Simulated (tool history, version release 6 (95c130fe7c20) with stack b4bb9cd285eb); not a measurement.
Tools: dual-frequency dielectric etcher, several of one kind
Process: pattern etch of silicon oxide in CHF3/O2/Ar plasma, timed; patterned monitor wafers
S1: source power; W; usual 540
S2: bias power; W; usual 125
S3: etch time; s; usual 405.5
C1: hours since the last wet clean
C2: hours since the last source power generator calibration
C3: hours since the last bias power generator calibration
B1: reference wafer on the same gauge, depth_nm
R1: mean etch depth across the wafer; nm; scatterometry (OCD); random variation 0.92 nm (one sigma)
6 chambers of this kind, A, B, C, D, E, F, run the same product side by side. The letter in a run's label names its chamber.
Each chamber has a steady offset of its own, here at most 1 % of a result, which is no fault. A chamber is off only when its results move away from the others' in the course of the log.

run 1C hour=6.9 | S1=540 S2=125 S3=405.5 | C1=309.0 C2=1147.0 C3=3751.8 | B1=552.86 | R1=680.67
run 2A hour=14.0 | S1=540 S2=125 S3=405.5 | C1=81.8 C2=1437.7 C3=1471.0 | B1=552.63 | R1=678.52
run 3B hour=21.7 | S1=540 S2=125 S3=405.5 | C1=56.0 C2=1940.2 C3=239.2 | B1=552.67 | R1=684.62
run 4F hour=29.1 | S1=540 S2=125 S3=405.5 | C1=227.7 C2=1609.1 C3=3065.6 | B1=552.53 | R1=685.18
run 5D hour=36.2 | S1=540 S2=125 S3=405.5 | C1=364.6 C2=243.1 C3=2712.0 | B1=552.41 | R1=682.18
run 6E hour=43.7 | S1=540 S2=125 S3=405.5 | C1=320.9 C2=3040.6 C3=1681.1 | B1=552.63 | R1=685.84
run 7F hour=49.7 | S1=540 S2=125 S3=405.5 | C1=248.3 C2=1629.7 C3=3086.2 | B1=552.42 | R1=685.68
run 8A hour=56.9 | S1=540 S2=125 S3=405.5 | C1=124.7 C2=1480.6 C3=1513.9 | B1=552.23 | R1=678.91
run 9C hour=62.1 | S1=430 S2=125 S3=482.0 | C1=364.2 C2=1202.2 C3=3807.0 | B1=552.19 | R1=738.92
-- hour=66.9 chamber C: wet clean of the chamber
run 10D hour=69.2 | S1=430 S2=125 S3=482.0 | C1=397.6 C2=276.1 C3=2745.0 | B1=552.22 | R1=740.91
run 11E hour=75.3 | S1=430 S2=125 S3=482.0 | C1=352.5 C2=3072.2 C3=1712.7 | B1=552.10 | R1=744.47
-- hour=79.4 chamber E: wet clean of the chamber
run 12B hour=83.0 | S1=430 S2=125 S3=482.0 | C1=117.3 C2=2001.5 C3=300.5 | B1=552.20 | R1=745.00
run 13F hour=89.7 | S1=430 S2=125 S3=482.0 | C1=288.3 C2=1669.7 C3=3126.2 | B1=551.96 | R1=744.11
run 14E hour=94.8 | S1=430 S2=125 S3=482.0 | C1=15.5 C2=3091.7 C3=1732.2 | B1=551.91 | R1=745.91
run 15C hour=100.5 | S1=540 S2=125 S3=405.5 | C1=33.6 C2=1240.6 C3=3845.4 | B1=551.81 | R1=680.37
run 16B hour=108.1 | S1=540 S2=125 S3=405.5 | C1=142.4 C2=2026.6 C3=325.6 | B1=551.71 | R1=686.01
run 17D hour=112.7 | S1=540 S2=125 S3=405.5 | C1=441.1 C2=319.6 C3=2788.5 | B1=551.73 | R1=681.05
run 18A hour=116.9 | S1=540 S2=125 S3=405.5 | C1=184.7 C2=1540.6 C3=1573.9 | B1=551.48 | R1=677.04
run 19B hour=120.5 | S1=540 S2=125 S3=405.5 | C1=154.8 C2=2039.0 C3=338.0 | B1=551.52 | R1=686.79
run 20A hour=128.3 | S1=540 S2=125 S3=405.5 | C1=196.1 C2=1552.0 C3=1585.3 | B1=551.46 | R1=676.64
run 21C hour=133.9 | S1=540 S2=125 S3=405.5 | C1=67.0 C2=1274.0 C3=3878.8 | B1=551.44 | R1=681.12
run 22E hour=140.8 | S1=540 S2=125 S3=522.5 | C1=61.5 C2=3137.7 C3=1778.2 | B1=551.30 | R1=882.22
run 23F hour=144.9 | S1=540 S2=125 S3=522.5 | C1=343.5 C2=1724.9 C3=3181.4 | B1=551.40 | R1=882.19
run 24D hour=151.0 | S1=540 S2=125 S3=522.5 | C1=479.4 C2=357.9 C3=2826.8 | B1=551.34 | R1=878.67
run 25C hour=157.1 | S1=540 S2=125 S3=522.5 | C1=90.2 C2=1297.2 C3=3902.0 | B1=551.20 | R1=874.79
run 26D hour=163.0 | S1=540 S2=125 S3=522.5 | C1=491.4 C2=369.9 C3=2838.8 | B1=551.13 | R1=876.90
run 27B hour=170.6 | S1=540 S2=125 S3=522.5 | C1=204.9 C2=2089.1 C3=388.1 | B1=550.95 | R1=882.27
run 28A hour=176.2 | S1=540 S2=125 S3=405.5 | C1=244.0 C2=1599.9 C3=1633.2 | B1=551.07 | R1=677.48
run 29E hour=180.1 | S1=580 S2=125 S3=518.0 | C1=100.8 C2=3177.0 C3=1817.5 | B1=550.86 | R1=899.47
run 30F hour=185.3 | S1=580 S2=125 S3=518.0 | C1=383.9 C2=1765.3 C3=3221.8 | B1=550.92 | R1=898.27
run 31D hour=192.0 | S1=580 S2=125 S3=518.0 | C1=520.4 C2=398.9 C3=2867.8 | B1=550.72 | R1=894.38
run 32F hour=196.1 | S1=580 S2=125 S3=518.0 | C1=394.7 C2=1776.1 C3=3232.6 | B1=550.87 | R1=900.73
run 33E hour=201.0 | S1=580 S2=125 S3=518.0 | C1=121.7 C2=3197.9 C3=1838.4 | B1=550.80 | R1=897.60
run 34C hour=209.1 | S1=580 S2=125 S3=518.0 | C1=142.2 C2=1349.2 C3=3954.0 | B1=550.51 | R1=893.11
run 35B hour=213.4 | S1=540 S2=125 S3=405.5 | C1=247.7 C2=2131.9 C3=430.9 | B1=550.65 | R1=682.35
run 36A hour=219.4 | S1=460 S2=125 S3=405.5 | C1=287.2 C2=1643.1 C3=1676.4 | B1=550.63 | R1=635.18
run 37E hour=225.8 | S1=460 S2=125 S3=405.5 | C1=146.5 C2=3222.7 C3=1863.2 | B1=550.54 | R1=642.84
run 38A hour=232.1 | S1=460 S2=125 S3=405.5 | C1=299.9 C2=1655.8 C3=1689.1 | B1=550.33 | R1=634.57
run 39C hour=238.3 | S1=460 S2=125 S3=405.5 | C1=171.4 C2=1378.4 C3=3983.2 | B1=550.17 | R1=636.20
run 40B hour=242.5 | S1=460 S2=125 S3=405.5 | C1=276.8 C2=2161.0 C3=460.0 | B1=550.12 | R1=641.37
run 41F hour=246.6 | S1=460 S2=125 S3=405.5 | C1=445.2 C2=1826.6 C3=3283.1 | B1=550.18 | R1=641.96
run 42D hour=251.7 | S1=540 S2=125 S3=405.5 | C1=580.1 C2=458.6 C3=2927.5 | B1=550.29 | R1=680.43
run 43A hour=257.6 | S1=540 S2=125 S3=405.5 | C1=325.4 C2=1681.3 C3=1714.6 | B1=550.27 | R1=676.23
run 44C hour=262.0 | S1=540 S2=125 S3=405.5 | C1=195.1 C2=1402.1 C3=4006.9 | B1=550.04 | R1=677.83

Is one chamber off against the others, does the gauge drift, or is nothing wrong? If a chamber is off, say which, and what the likeliest cause is.

The gauge drifts, so all chambers seem to drift together. No chamber is off.
Cause: gauge reads low (%) = 0.551.

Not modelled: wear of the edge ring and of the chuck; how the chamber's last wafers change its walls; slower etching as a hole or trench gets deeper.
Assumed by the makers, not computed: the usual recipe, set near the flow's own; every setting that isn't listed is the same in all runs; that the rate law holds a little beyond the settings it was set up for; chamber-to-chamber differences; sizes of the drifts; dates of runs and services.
